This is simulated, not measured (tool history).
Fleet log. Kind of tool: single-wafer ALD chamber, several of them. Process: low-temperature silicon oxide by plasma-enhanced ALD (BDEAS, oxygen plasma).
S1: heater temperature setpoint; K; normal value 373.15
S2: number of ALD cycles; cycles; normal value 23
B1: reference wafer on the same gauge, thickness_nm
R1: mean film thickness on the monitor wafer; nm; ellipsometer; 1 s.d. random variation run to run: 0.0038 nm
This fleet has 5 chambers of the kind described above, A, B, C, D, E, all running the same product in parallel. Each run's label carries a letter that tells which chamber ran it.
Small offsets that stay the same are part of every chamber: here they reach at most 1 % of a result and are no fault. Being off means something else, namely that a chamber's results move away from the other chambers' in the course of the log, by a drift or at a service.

run	day	S1	S2	B1	R1
1B	0.396	373.15	23	3.1507	3.3009
2E	0.758	373.15	23	3.1510	3.2993
3A	0.975	373.15	23	3.1519	3.2950
4D	1.212	373.15	23	3.1505	3.2620
5C	1.621	373.15	23	3.1526	3.3105
6E	2.033	373.15	23	3.1522	3.2995
7C	2.408	373.15	23	3.1538	3.3036
8B	2.738	373.15	23	3.1543	3.3037
9A	3.142	373.15	23	3.1546	3.2955
10D	3.488	373.15	23	3.1541	3.2678
11C	3.717	373.15	23	3.1547	3.3103
12B	3.971	373.15	23	3.1551	3.3010
13A	4.429	373.15	23	3.1557	3.3007
14E	4.912	373.15	23	3.1567	3.2981
15D	5.212	373.15	23	3.1571	3.2626
16A	5.608	373.15	23	3.1570	3.3043
17B	6.096	381.15	21	3.1581	2.9747
18C	6.379	381.15	21	3.1584	2.9757
19E	6.729	381.15	21	3.1593	2.9734
20D	6.950	381.15	21	3.1603	2.9407
21B	7.179	381.15	21	3.1597	2.9712
22C	7.675	373.15	20	3.1608	2.8839
23D	7.962	373.15	20	3.1614	2.8468
24A	8.283	373.15	20	3.1625	2.8685
25E	8.683	373.15	20	3.1627	2.8799
26A	8.988	373.15	20	3.1634	2.8759
27E	9.400	373.15	23	3.1625	3.3155
28C	9.658	373.15	23	3.1625	3.3227
29D	10.083	373.15	23	3.1635	3.2767
30B	10.558	373.15	23	3.1650	3.3096

Next, all 5 chambers run the settings below, one line each with question marks for the results. What does each chamber give?
31A	10.925	373.15	20		?
31B	10.925	373.15	20		?
31C	10.925	373.15	20		?
31D	10.925	373.15	20		?
31E	10.925	373.15	20		?

run	R1
31A	2.8866
31B	2.8819
31C	2.8862
31D	2.8463
31E	2.8785

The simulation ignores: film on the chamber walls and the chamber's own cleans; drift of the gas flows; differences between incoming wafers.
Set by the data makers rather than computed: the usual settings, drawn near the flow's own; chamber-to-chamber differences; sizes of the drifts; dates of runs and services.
